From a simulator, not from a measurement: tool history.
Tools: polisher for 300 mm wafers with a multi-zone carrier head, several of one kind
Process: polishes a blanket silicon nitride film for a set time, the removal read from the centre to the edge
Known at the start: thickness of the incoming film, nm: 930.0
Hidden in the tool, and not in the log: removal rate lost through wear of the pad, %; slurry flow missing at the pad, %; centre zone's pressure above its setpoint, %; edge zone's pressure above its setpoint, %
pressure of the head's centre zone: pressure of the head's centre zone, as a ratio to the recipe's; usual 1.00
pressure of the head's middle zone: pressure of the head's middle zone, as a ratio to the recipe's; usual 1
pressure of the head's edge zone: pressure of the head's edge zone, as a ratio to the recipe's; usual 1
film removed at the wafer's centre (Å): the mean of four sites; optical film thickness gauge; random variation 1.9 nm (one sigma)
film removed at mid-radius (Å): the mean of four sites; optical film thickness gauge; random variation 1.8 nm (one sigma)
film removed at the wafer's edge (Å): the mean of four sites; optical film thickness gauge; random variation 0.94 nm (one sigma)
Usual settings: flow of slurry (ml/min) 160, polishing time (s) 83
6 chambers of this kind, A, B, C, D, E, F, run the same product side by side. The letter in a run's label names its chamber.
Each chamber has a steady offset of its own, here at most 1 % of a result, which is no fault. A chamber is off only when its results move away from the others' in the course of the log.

run   hour  flow of slurry (ml/min)  pressure of the head's centre zone  pressure of the head's middle zone  pressure of the head's edge zone  polishing time (s)  wafers polished on this pad  hours since the slurry nozzle was cleaned  hours since the centre zone pressure was calibrated  hours since the edge zone pressure was calibrated  film removed at the wafer's centre (Å)  film removed at mid-radius (Å)  film removed at the wafer's edge (Å)
 1D    8.3                      160                                1.00                                   1                                 1                  83                          981                                      310.6                                                 35.9                                             1079.3                                  1367.4                          1360.1                                1367.1
      10.1  -- chamber B: worn pad replaced by a new one
 2F   17.1                      160                                1.00                                   1                                 1                  83                          562                                       28.4                                                 77.4                                              262.3                                  1367.4                          1401.4                                1372.0
 3A   26.9                      160                                1.00                                   1                                 1                  83                          314                                      231.8                                                 67.7                                              702.0                                  1365.7                          1362.2                                1377.2
      27.0  -- chamber D: worn pad replaced by a new one
 4E   35.0                      160                                1.00                                   1                                 1                  83                          510                                       75.4                                                594.7                                             1125.7                                  1366.3                          1375.4                                1365.2
 5C   41.6                      130                                0.94                                   1                                 1                  83                          342                                       87.2                                                526.4                                              707.8                                  1204.7                          1306.8                                1335.3
 6B   49.7                      130                                0.94                                   1                                 1                  83                          308                                      451.5                                                611.3                                              274.4                                  1200.0                          1278.1                                1322.4
      52.1  -- chamber E: worn pad replaced by a new one
 7E   57.2                      130                                0.94                                   1                                 1                  83                           40                                       97.6                                                616.9                                             1147.9                                  1200.7                          1322.2                                1310.0
 8C   62.6                      130                                0.94                                   1                                 1                  83                          506                                      108.2                                                547.4                                              728.8                                  1221.2                          1315.5                                1336.6
 9B   68.6                      130                                0.94                                   1                                 1                  83                          456                                      470.4                                                630.2                                              293.3                                  1201.6                          1319.5                                1332.0
      68.7  -- chamber E: edge zone pressure recalibrated
      74.1  -- chamber A: worn pad replaced by a new one
10A   74.9                      130                                0.94                                   1                                 1                  83                            6                                      279.8                                                115.7                                              750.0                                  1211.7                          1258.2                                1309.6
      76.4  -- chamber F: worn pad replaced by a new one
      78.1  -- chamber C: edge zone pressure recalibrated
      79.3  -- chamber A: slurry nozzle cleaned
11D   83.0                      160                                1.00                                   1                                 1                  83                          436                                      385.3                                                110.6                                             1154.0                                  1399.7                          1339.2                                1379.8
12F   90.6                      160                                1.00                                   1                                 1                  83                          110                                      101.9                                                150.9                                              335.8                                  1375.9                          1350.5                                1364.3
      97.0  -- chamber C: centre zone pressure recalibrated
13C  100.1                      160                                1.00                                   1                                 1                  83                          798                                      145.7                                                  3.2                                               22.1                                  1510.9                          1367.5                                1372.1
14D  105.2                      160                                1.00                                   1                                 1                  83                          609                                      407.5                                                132.8                                             1176.2                                  1349.1                          1346.2                                1368.6
15F  114.0                      160                                1.00                                   1                                 1                  83                          293                                      125.3                                                174.3                                              359.2                                  1350.6                          1366.3                                1384.3
16E  118.6                      160                                1.00                                   1                                 1                  83                          519                                      159.0                                                678.3                                               49.9                                  1361.4                          1383.8                                1355.4
17B  124.5                      160                                1.00                                   1                                 1                  83                          891                                      526.3                                                686.1                                              349.2                                  1333.4                          1347.2                                1350.5
     126.5  -- chamber D: slurry nozzle cleaned
18A  129.2                      160                                1.00                                   1                                 1                  83                          430                                       49.9                                                170.0                                              804.3                                  1395.6                          1364.8                                1364.8
19D  137.6                      160                                1.00                                   1                                 1                  83                          862                                       11.1                                                165.2                                             1208.6                                  1350.9                          1337.3                                1377.3
     138.0  -- chamber E: worn pad replaced by a new one
20A  142.4                      160                                1.00                                   1                                 1                  83                          533                                       63.1                                                183.2                                              817.5                                  1365.4                          1326.9                                1392.6
21F  146.9                      160                                1.00                                   1                                 1                  83                          549                                      158.2                                                207.2                                              392.1                                  1365.9                          1356.8                                1369.1
     148.9  -- chamber B: worn pad replaced by a new one
22C  153.3                      160                                1.00                                   1                                 1                  83                         1213                                      198.9                                                 56.4                                               75.3                                  1527.1                          1337.9                                1371.9
     156.4  -- chamber C: worn pad replaced by a new one
     159.1  -- chamber D: worn pad replaced by a new one
23E  162.1                      160                                1.00                                   1                                 1                  83                          187                                      202.5                                                721.8                                               93.4                                  1352.1                          1366.8                                1369.2
     167.4  -- chamber A: worn pad replaced by a new one
24B  172.5                      160                                1.00                                   1                                 1                  83                          184                                      574.3                                                734.1                                              397.2                                  1322.1                          1365.5                                1365.3
25E  180.8                      160                                1.00                                   1                                 1                  83                          333                                      221.2                                                740.5                                              112.1                                  1347.0                          1363.9                                1386.3
26A  185.9                      160                                1.00                                   1                                 1                  83                          144                                      106.6                                                226.7                                              861.0                                  1363.0                          1351.6                                1376.0
27C  193.9                      160                                1.00                                   1                                 1                  83                          292                                      239.5                                                 97.0                                              115.9                                  1512.6                          1372.7                                1364.7
28F  204.3                      110                                1.00                                   1                                 1                  83                          997                                      215.6                                                264.6                                              449.5                                  1237.2                          1259.4                                1311.8
     212.5  -- chamber F: worn pad replaced by a new one
29B  212.8                      110                                1.00                                   1                                 1                  83                          498                                      614.6                                                774.4                                              437.5                                  1240.6                          1283.6                                1284.1
30D  220.4                      110                                1.00                                   1                                 1                  83                          478                                       93.9                                                248.0                                             1291.4                                  1260.3                          1264.1                                1306.8
31C  230.2                      110                                1.00                                   1                                 1                  83                          575                                      275.8                                                133.3                                              152.2                                  1364.0                          1262.3                                1285.5
32F  237.7                      110                                1.00                                   1                                 1                  83                          196                                      249.0                                                298.0                                              482.9                                  1230.4                          1286.2                                1299.6
     241.0  -- chamber E: worn pad replaced by a new one
33E  243.6                      110                                1.00                                   1                                 1                  83                           20                                      284.0                                                803.3                                              174.9                                  1225.1                          1277.8                                1279.6
     248.1  -- chamber A: worn pad replaced by a new one
34A  253.0                      160                                1.00                                   1                                 1                  83                           38                                      173.7                                                293.8                                              928.1                                  1381.3                          1341.4                                1371.0
35B  258.7                      160                                1.00                                   1                                 1                  83                          856                                      660.5                                                820.3                                              483.4                                  1337.8                          1354.8                                1369.3
36D  267.8                      160                                1.00                                   1                                 1                  83                          848                                      141.3                                                295.4                                             1338.8                                  1360.9                          1362.5                                1371.0
     275.6  -- chamber B: worn pad replaced by a new one
37B  276.2                      160                                1.06                                   1                                 1                  83                            4                                      678.0                                                837.8                                              500.9                                  1417.8                          1316.0                                1366.1

Is one chamber off against the others, does the gauge drift, or is nothing wrong? If a chamber is off, say which, and what the likeliest cause is.

A service left chamber C off against the others.
Cause: centre zone's pressure above its setpoint, % = 11.5.

Here are 4 candidates for chamber C's next run, each the usual settings with a change, their results left as question marks. Which one brings its results back in line with what the others give on the usual settings?
In line means no further than this from the other chambers' mean on the usual settings: film removed at the wafer's centre (Å) 65.0; film removed at mid-radius (Å) 61.0; film removed at the wafer's edge (Å) 33.0
38C-1  283.7                      155                                0.91                                1.02                              1.04                  82                                                                                                                                                                                                                       ?                               ?                                     ?
38C-2  283.7                      165                                1.09                                0.98                              0.96                  84                                                                                                                                                                                                                       ?                               ?                                     ?
38C-3  283.7                      160                                0.97                                1.00                              1.01                  83                                                                                                                                                                                                                       ?                               ?                                     ?
38C-4  283.7                      160                                1.03                                1.00                              0.99                  83                                                                                                                                                                                                                       ?                               ?                                     ?

The other chambers' mean on the usual settings: film removed at the wafer's centre (Å) 1361.3; film removed at mid-radius (Å) 1359.4; film removed at the wafer's edge (Å) 1368.8
  run  film removed at the wafer's centre (Å)  film removed at mid-radius (Å)  film removed at the wafer's edge (Å)
38C-1                                  1363.7                          1364.7                                1366.1
38C-2                                  1719.3                          1360.8                                1353.7
38C-3                                  1489.0                          1363.6                                1367.6
38C-4                                  1588.8                          1363.1                                1353.3
38C-1 brings the chamber back in line.
